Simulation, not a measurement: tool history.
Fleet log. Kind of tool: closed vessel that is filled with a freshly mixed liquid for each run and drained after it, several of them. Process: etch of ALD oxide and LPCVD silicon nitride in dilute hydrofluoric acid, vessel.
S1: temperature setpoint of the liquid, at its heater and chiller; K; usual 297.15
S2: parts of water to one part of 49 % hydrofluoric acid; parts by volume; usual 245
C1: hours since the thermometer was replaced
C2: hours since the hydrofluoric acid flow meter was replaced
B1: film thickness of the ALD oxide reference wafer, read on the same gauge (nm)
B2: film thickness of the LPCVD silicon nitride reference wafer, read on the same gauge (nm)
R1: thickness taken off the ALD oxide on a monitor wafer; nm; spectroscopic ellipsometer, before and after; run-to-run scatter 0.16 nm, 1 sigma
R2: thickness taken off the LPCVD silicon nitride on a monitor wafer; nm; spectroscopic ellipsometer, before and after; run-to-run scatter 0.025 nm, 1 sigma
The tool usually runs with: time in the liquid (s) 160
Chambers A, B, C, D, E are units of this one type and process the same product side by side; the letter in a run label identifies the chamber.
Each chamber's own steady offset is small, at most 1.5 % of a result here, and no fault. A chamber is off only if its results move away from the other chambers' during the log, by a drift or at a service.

Run 1E, hour 6.8: usual settings; C1 387.1; C2 408.7; B1 50.019; B2 89.971. Result: R1 18.3190 nm, R2 0.341810 nm.
Run 2A, hour 15.5: usual settings; C1 2157.5; C2 1285.3; B1 50.024; B2 89.981. Result: R1 18.1230 nm, R2 0.422320 nm.
Run 3C, hour 25.1: usual settings; C1 1117.2; C2 1257.8; B1 50.018; B2 90.017. Result: R1 18.2890 nm, R2 0.374240 nm.
Run 4D, hour 30.9: usual settings; C1 1614.6; C2 304.4; B1 49.976; B2 89.996. Result: R1 17.8890 nm, R2 0.293420 nm.
Run 5B, hour 36.9: usual settings; C1 641.2; C2 285.5; B1 49.999; B2 90.025. Result: R1 17.9680 nm, R2 0.367800 nm.
Run 6E, hour 42.9: usual settings; C1 423.2; C2 444.8; B1 49.999; B2 89.984. Result: R1 17.8810 nm, R2 0.338690 nm.
Run 7A, hour 55.5: usual settings; C1 2197.5; C2 1325.3; B1 50.019; B2 90.006. Result: R1 18.1380 nm, R2 0.347580 nm.
Run 8C, hour 67.1: usual settings but S2 360 parts by volume, time in the liquid (s) 75; C1 1159.2; C2 1299.8; B1 49.971; B2 90.007. Result: R1 5.1826 nm, R2 0.110540 nm.
Run 9D, hour 76.9: usual settings but S2 360 parts by volume, time in the liquid (s) 75; C1 1660.6; C2 350.4; B1 49.961; B2 89.978. Result: R1 5.1388 nm, R2 0.116660 nm.
Run 10B, hour 83.5: usual settings but S2 360 parts by volume, time in the liquid (s) 75; C1 687.8; C2 332.1; B1 50.015; B2 90.011. Result: R1 5.1411 nm, R2 0.107580 nm.
Run 11E, hour 92.3: usual settings but S2 360 parts by volume, time in the liquid (s) 75; C1 472.6; C2 494.2; B1 49.973; B2 90.000. Result: R1 5.2851 nm, R2 0.097179 nm.
Run 12D, hour 100.3: usual settings but S2 360 parts by volume, time in the liquid (s) 75; C1 1684.0; C2 373.8; B1 49.989; B2 90.022. Result: R1 5.1058 nm, R2 0.116690 nm.
Run 13C, hour 109.3: usual settings but S2 320 parts by volume; C1 1201.4; C2 1342.0; B1 50.010; B2 90.026. Result: R1 12.9740 nm, R2 0.257960 nm.
Run 14A, hour 116.0: usual settings but S2 320 parts by volume; C1 2258.0; C2 1385.8; B1 50.013; B2 90.010. Result: R1 12.8390 nm, R2 0.315730 nm.
At hour 120.4: chamber D: hydrofluoric acid flow meter replaced.
Run 15B, hour 122.2: usual settings but S2 320 parts by volume; C1 726.5; C2 370.8; B1 49.977; B2 89.978. Result: R1 12.6180 nm, R2 0.247960 nm.
At hour 130.0: chamber A: thermometer replaced.
Run 16E, hour 134.5: usual settings but S2 320 parts by volume; C1 514.8; C2 536.4; B1 49.980; B2 90.008. Result: R1 12.6240 nm, R2 0.261170 nm.
Run 17C, hour 144.8: usual settings but S2 320 parts by volume; C1 1236.9; C2 1377.5; B1 50.007; B2 90.032. Result: R1 12.8020 nm, R2 0.268240 nm.
Run 18A, hour 151.9: usual settings; C1 21.9; C2 1421.7; B1 49.986; B2 90.029. Result: R1 17.8740 nm, R2 0.353570 nm.
Run 19B, hour 160.2: usual settings; C1 764.5; C2 408.8; B1 49.974; B2 89.986. Result: R1 18.2380 nm, R2 0.372970 nm.
Run 20D, hour 172.4: usual settings; C1 1756.1; C2 52.1; B1 49.967; B2 89.994. Result: R1 17.8120 nm, R2 0.373750 nm.
Run 21C, hour 184.9: usual settings; C1 1277.0; C2 1417.6; B1 49.961; B2 90.051. Result: R1 17.7370 nm, R2 0.338970 nm.
Run 22A, hour 196.3: usual settings; C1 66.3; C2 1466.1; B1 49.980; B2 89.985. Result: R1 17.9020 nm, R2 0.352600 nm.
Run 23E, hour 207.5: usual settings; C1 587.8; C2 609.4; B1 49.990; B2 90.012. Result: R1 18.1220 nm, R2 0.339040 nm.
Run 24D, hour 218.8: usual settings; C1 1802.5; C2 98.5; B1 50.004; B2 90.014. Result: R1 17.7740 nm, R2 0.377440 nm.
Run 25B, hour 231.5: usual settings; C1 835.8; C2 480.1; B1 49.996; B2 89.947. Result: R1 18.2480 nm, R2 0.327460 nm.
Run 26D, hour 244.1: usual settings; C1 1827.8; C2 123.8; B1 49.986; B2 89.962. Result: R1 18.0020 nm, R2 0.331180 nm.
Run 27E, hour 251.4: usual settings; C1 631.7; C2 653.3; B1 50.027; B2 89.972. Result: R1 18.0950 nm, R2 0.395630 nm.
Run 28C, hour 258.7: usual settings; C1 1350.8; C2 1491.4; B1 49.956; B2 89.974. Result: R1 17.3130 nm, R2 0.292700 nm.
Run 29A, hour 268.2: usual settings but time in the liquid (s) 105; C1 138.2; C2 1538.0; B1 49.982; B2 89.999. Result: R1 11.7100 nm, R2 0.238700 nm.
Run 30B, hour 275.3: usual settings but time in the liquid (s) 105; C1 879.6; C2 523.9; B1 49.983; B2 89.987. Result: R1 11.9550 nm, R2 0.220880 nm.
Run 31C, hour 283.9: usual settings but time in the liquid (s) 105; C1 1376.0; C2 1516.6; B1 50.017; B2 89.957. Result: R1 11.1750 nm, R2 0.215840 nm.
Run 32E, hour 297.0: usual settings but time in the liquid (s) 105; C1 677.3; C2 698.9; B1 50.014; B2 90.023. Result: R1 11.7570 nm, R2 0.219930 nm.
Run 33A, hour 303.3: usual settings but time in the liquid (s) 105; C1 173.3; C2 1573.1; B1 49.987; B2 89.985. Result: R1 11.8050 nm, R2 0.193350 nm.
Run 34D, hour 313.9: usual settings; C1 1897.6; C2 193.6; B1 49.984; B2 90.010. Result: R1 18.1430 nm, R2 0.296640 nm.
At hour 315.0: chamber E: hydrofluoric acid flow meter replaced.
Run 35B, hour 323.4: usual settings but S1 300.15 K, S2 210 parts by volume; C1 927.7; C2 572.0; B1 49.987; B2 90.007. Result: R1 24.1890 nm, R2 0.492050 nm.
Run 36A, hour 329.9: usual settings but S1 300.15 K, S2 210 parts by volume; C1 199.9; C2 1599.7; B1 50.014; B2 89.966. Result: R1 24.5690 nm, R2 0.476510 nm.
Run 37E, hour 342.5: usual settings but S1 300.15 K, S2 210 parts by volume; C1 722.8; C2 27.6; B1 50.016; B2 89.995. Result: R1 24.4020 nm, R2 0.478010 nm.

Has any chamber moved away from the others, gradually or after a service, or does the common gauge drift, or do the chambers differ only by their own small steady offsets? State the chamber and the most likely cause if one applies.

Chamber C drifts away from the others.
What lies behind it: liquid colder than its thermometer reads (K) = 2.36.

Chamber C could run next with any of the 4 candidate recipes listed below; each alters the usual settings, and their results appear as question marks. Which one brings its results back in line with what the other chambers deliver on the usual settings?
In line here means within this much of the mean the other chambers give on the usual settings: R1 0.5500 nm; R2 0.088000 nm
Run 38C-1, hour 351.9: usual settings but S1 299.15 K, S2 260 parts by volume, time in the liquid (s) 175. Result: R1 ?, R2 ?.
Run 38C-2, hour 351.9: usual settings but S1 301.15 K, S2 280 parts by volume, time in the liquid (s) 190. Result: R1 ?, R2 ?.
Run 38C-3, hour 351.9: usual settings but S1 293.65 K, S2 210 parts by volume, time in the liquid (s) 130. Result: R1 ?, R2 ?.
Run 38C-4, hour 351.9: usual settings but S1 295.15 K, S2 225 parts by volume, time in the liquid (s) 145. Result: R1 ?, R2 ?.

On the usual settings, the other chambers give on average: R1 18.0560 nm; R2 0.352490 nm
  run       R1        R2
38C-1  18.2440  0.353600
38C-2  19.3720  0.404000
38C-3  14.2450  0.225590
38C-4  15.5240  0.260350
The right change is 38C-1: it brings the chamber back within the allowed miss of the others.
